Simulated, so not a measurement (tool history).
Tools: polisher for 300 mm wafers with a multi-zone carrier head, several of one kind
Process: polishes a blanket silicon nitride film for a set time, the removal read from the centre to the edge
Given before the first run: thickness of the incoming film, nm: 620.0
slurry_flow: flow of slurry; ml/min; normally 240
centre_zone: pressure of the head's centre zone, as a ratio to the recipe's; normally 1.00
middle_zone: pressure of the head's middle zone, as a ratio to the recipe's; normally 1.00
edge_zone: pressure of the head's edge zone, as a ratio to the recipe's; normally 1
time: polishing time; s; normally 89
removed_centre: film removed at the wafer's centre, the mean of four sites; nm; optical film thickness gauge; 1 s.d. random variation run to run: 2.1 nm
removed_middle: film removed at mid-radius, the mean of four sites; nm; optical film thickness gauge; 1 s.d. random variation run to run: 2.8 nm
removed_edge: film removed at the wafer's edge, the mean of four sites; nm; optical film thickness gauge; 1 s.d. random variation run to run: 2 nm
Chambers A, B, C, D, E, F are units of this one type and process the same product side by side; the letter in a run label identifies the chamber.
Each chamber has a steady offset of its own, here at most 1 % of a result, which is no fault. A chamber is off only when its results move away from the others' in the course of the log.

run	hour	slurry_flow	centre_zone	middle_zone	edge_zone	time	removed_centre	removed_middle	removed_edge
1E	3.5	240	1.00	1.00	1	89	212.66	211.14	211.30
2D	8.8	240	1.00	1.00	1	89	211.11	215.15	214.62
3F	12.5	240	1.00	1.00	1	89	213.40	214.57	208.18
# hour 12.9: chamber E: slurry nozzle cleaned
# hour 17.7: chamber F: worn pad replaced by a new one
4A	18.4	240	1.00	1.00	1	89	209.92	212.46	211.34
5B	25.3	240	1.00	1.00	1	89	211.66	215.68	216.57
# hour 27.6: chamber A: worn pad replaced by a new one
6C	29.2	270	1.00	1.00	1	99	238.62	237.60	239.45
# hour 34.6: chamber D: worn pad replaced by a new one
7E	35.0	270	1.00	1.00	1	99	241.27	241.89	238.05
8A	40.2	270	1.00	1.00	1	99	240.82	239.31	240.58
# hour 40.7: chamber C: worn pad replaced by a new one
9C	45.1	270	1.00	1.00	1	99	239.92	241.86	240.63
10D	51.6	270	1.00	1.00	1	99	237.30	236.48	236.09
# hour 57.7: chamber E: worn pad replaced by a new one
11F	58.7	270	1.00	1.00	1	99	236.47	237.94	237.00
12B	62.3	240	1.00	1.00	1	89	211.44	210.19	214.23
13E	69.1	300	0.93	1.00	1	89	195.80	217.29	217.73
14C	72.6	300	0.93	1.00	1	89	199.43	224.13	216.37
15B	79.8	300	0.93	1.00	1	89	202.46	221.15	217.33
# hour 81.6: chamber E: centre zone pressure recalibrated
16A	83.4	300	0.93	1.00	1	89	201.48	218.26	216.53
17D	90.0	300	0.93	1.00	1	89	202.68	221.52	216.11
# hour 92.6: chamber B: worn pad replaced by a new one
18F	95.3	300	0.93	1.00	1	89	195.74	218.61	216.64
19C	101.1	240	1.00	1.00	1	89	212.31	207.03	215.48
# hour 105.1: chamber C: worn pad replaced by a new one
20A	105.6	240	1.00	1.00	1	89	211.29	215.28	213.36
# hour 108.3: chamber E: worn pad replaced by a new one
21D	111.0	240	1.00	1.00	1	89	212.67	213.57	212.15
# hour 115.7: chamber F: worn pad replaced by a new one
22F	118.1	240	1.00	0.95	1	89	202.92	205.68	209.75
# hour 119.6: chamber D: worn pad replaced by a new one
23E	123.1	240	1.00	0.95	1	89	212.68	204.79	211.20
24B	129.8	240	1.00	0.95	1	89	211.48	202.57	214.55
25C	136.2	240	1.00	0.95	1	89	209.98	204.55	213.88
26E	139.9	240	1.00	0.95	1	89	212.60	202.51	208.68
27A	143.8	240	1.00	0.95	1	89	213.93	205.61	213.48
28F	150.0	240	1.00	1.00	1	89	200.07	213.34	211.54
29D	153.6	240	1.00	1.00	1	89	210.04	214.59	212.82
30B	159.2	240	0.92	1.00	1	89	191.56	211.49	215.41
# hour 159.4: chamber E: worn pad replaced by a new one
# hour 161.3: chamber A: worn pad replaced by a new one
31B	164.9	240	0.92	1.00	1	89	194.62	211.75	216.43
32E	169.7	240	0.92	1.00	1	89	193.98	213.16	209.61
# hour 172.5: chamber C: worn pad replaced by a new one
33F	176.6	240	0.92	1.00	1	89	179.85	209.47	209.46
34D	180.1	240	0.92	1.00	1	89	195.08	211.34	215.43
35A	183.8	240	0.92	1.00	1	89	194.97	211.79	213.26
36C	189.3	240	1.00	1.00	1	89	210.53	213.79	214.26

Which is it: a chamber that has drifted or been left off by a service, a gauge drift common to all chambers, or only each chamber's usual small offset? If a chamber is off, name it and its likeliest cause.

Little by little, chamber F moves away from the other chambers.
What lies behind it: centre zone's pressure below its setpoint, % = 8.22.

Which of the 4 candidates below, each the usual settings with something changed and its results left as question marks, puts chamber F back in line with what the other chambers give on the usual settings?
Maximum distance from the other chambers' mean on the usual settings for a result to count as in line: removed_centre 7.20 nm; removed_middle 9.90 nm; removed_edge 7.00 nm
37F-1	194.5	240	0.98	1.00	1.01	89	?	?	?
37F-2	194.5	240	1.02	1.00	0.99	89	?	?	?
37F-3	194.5	235	0.94	1.02	1.02	87	?	?	?
37F-4	194.5	245	1.06	0.98	0.98	91	?	?	?

Usual-settings mean across the other chambers: removed_centre 211.83 nm; removed_middle 213.36 nm; removed_edge 213.49 nm
run	removed_centre	removed_middle	removed_edge
37F-1	191.73	211.38	212.01
37F-2	200.26	211.34	209.77
37F-3	178.59	209.95	207.88
37F-4	214.05	212.58	213.80
It is 37F-4 that realigns the chamber with its peers.
